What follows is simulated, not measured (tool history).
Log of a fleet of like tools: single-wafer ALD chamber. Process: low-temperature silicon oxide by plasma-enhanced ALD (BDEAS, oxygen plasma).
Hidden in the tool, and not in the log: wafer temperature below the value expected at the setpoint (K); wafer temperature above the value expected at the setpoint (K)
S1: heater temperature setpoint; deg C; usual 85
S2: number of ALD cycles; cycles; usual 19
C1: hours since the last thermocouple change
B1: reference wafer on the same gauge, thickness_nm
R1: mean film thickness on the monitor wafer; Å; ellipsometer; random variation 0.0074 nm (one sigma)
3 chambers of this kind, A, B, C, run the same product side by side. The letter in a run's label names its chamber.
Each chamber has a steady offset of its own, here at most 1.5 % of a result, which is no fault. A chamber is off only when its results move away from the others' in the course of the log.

run   hour  S1  S2      C1      B1      R1
 1B    4.2  85  19  1118.4  3.3896  28.647
 2C   11.6  85  19   928.4  3.3904  28.693
 3A   16.8  85  19  2701.9  3.3917  28.275
 4A   25.7  85  19  2710.8  3.3887  28.296
 5B   33.3  85  19  1147.5  3.3896  28.811
 6C   38.5  85  19   955.3  3.3904  28.837
 7B   42.7  85  19  1156.9  3.3899  28.768
 8A     51  85  19  2736.1  3.3904  28.381
 9C   56.6  85  19   973.4  3.3884  28.898
10B     63  85  19  1177.2  3.3866  28.654
11A   71.4  85  19  2756.5  3.3903  28.367
12C   79.7  85  19   996.5  3.3896  28.705
13C   84.3  85  19  1001.1  3.3912  28.703
14A   90.5  85  19  2775.6  3.3892  28.334
15B   98.2  85  19  1212.4  3.3924   28.95
16C    107  74  17  1023.8  3.3917  26.738
17A  115.9  74  17    2801  3.3909  26.297
18B  120.4  74  17  1234.6  3.3924  26.698
19A  127.3  85  19  2812.4  3.3882  28.408
20B  136.2  85  19  1250.4  3.3915  28.764
21C  140.6  85  19  1057.4  3.3892   28.92
22B  147.7  85  19  1261.9  3.3916  28.713
23A  155.1  85  19  2840.2  3.3896    28.4
24C  163.9  85  19  1080.7  3.3892  28.914
25A  171.3  85  19  2856.4  3.3906  28.267
26C    177  85  19  1093.8  3.3887  28.812
27B    184  85  19  1298.2  3.3908  28.824
28B  190.2  85  19  1304.4  3.3881  28.562
29A  195.9  85  19    2881  3.3899  28.407
30C  201.1  85  19  1117.9  3.3893  28.724
31A  206.8  85  19  2891.9  3.3886  28.231
32C  211.4  85  19  1128.2  3.3877  28.858
33B  217.6  85  19  1331.8  3.3879  28.774
34B  226.6  85  19  1340.8  3.3906  28.839
35C    234  85  19  1150.8  3.3905   28.77
36A  242.1  90  19  2927.2  3.3898  27.761
37A  249.6  90  19  2934.7  3.3913  27.724
38B  254.7  90  19  1368.9  3.3906  28.176
39C  262.4  85  19  1179.2  3.3902  28.964

All 3 chambers run these settings next. Forecast each chamber's results:
40A  268.9  85  23           ?
40B  268.9  85  23           ?
40C  268.9  85  23           ?

run      R1
40A   34.38
40B  34.624
40C  34.896

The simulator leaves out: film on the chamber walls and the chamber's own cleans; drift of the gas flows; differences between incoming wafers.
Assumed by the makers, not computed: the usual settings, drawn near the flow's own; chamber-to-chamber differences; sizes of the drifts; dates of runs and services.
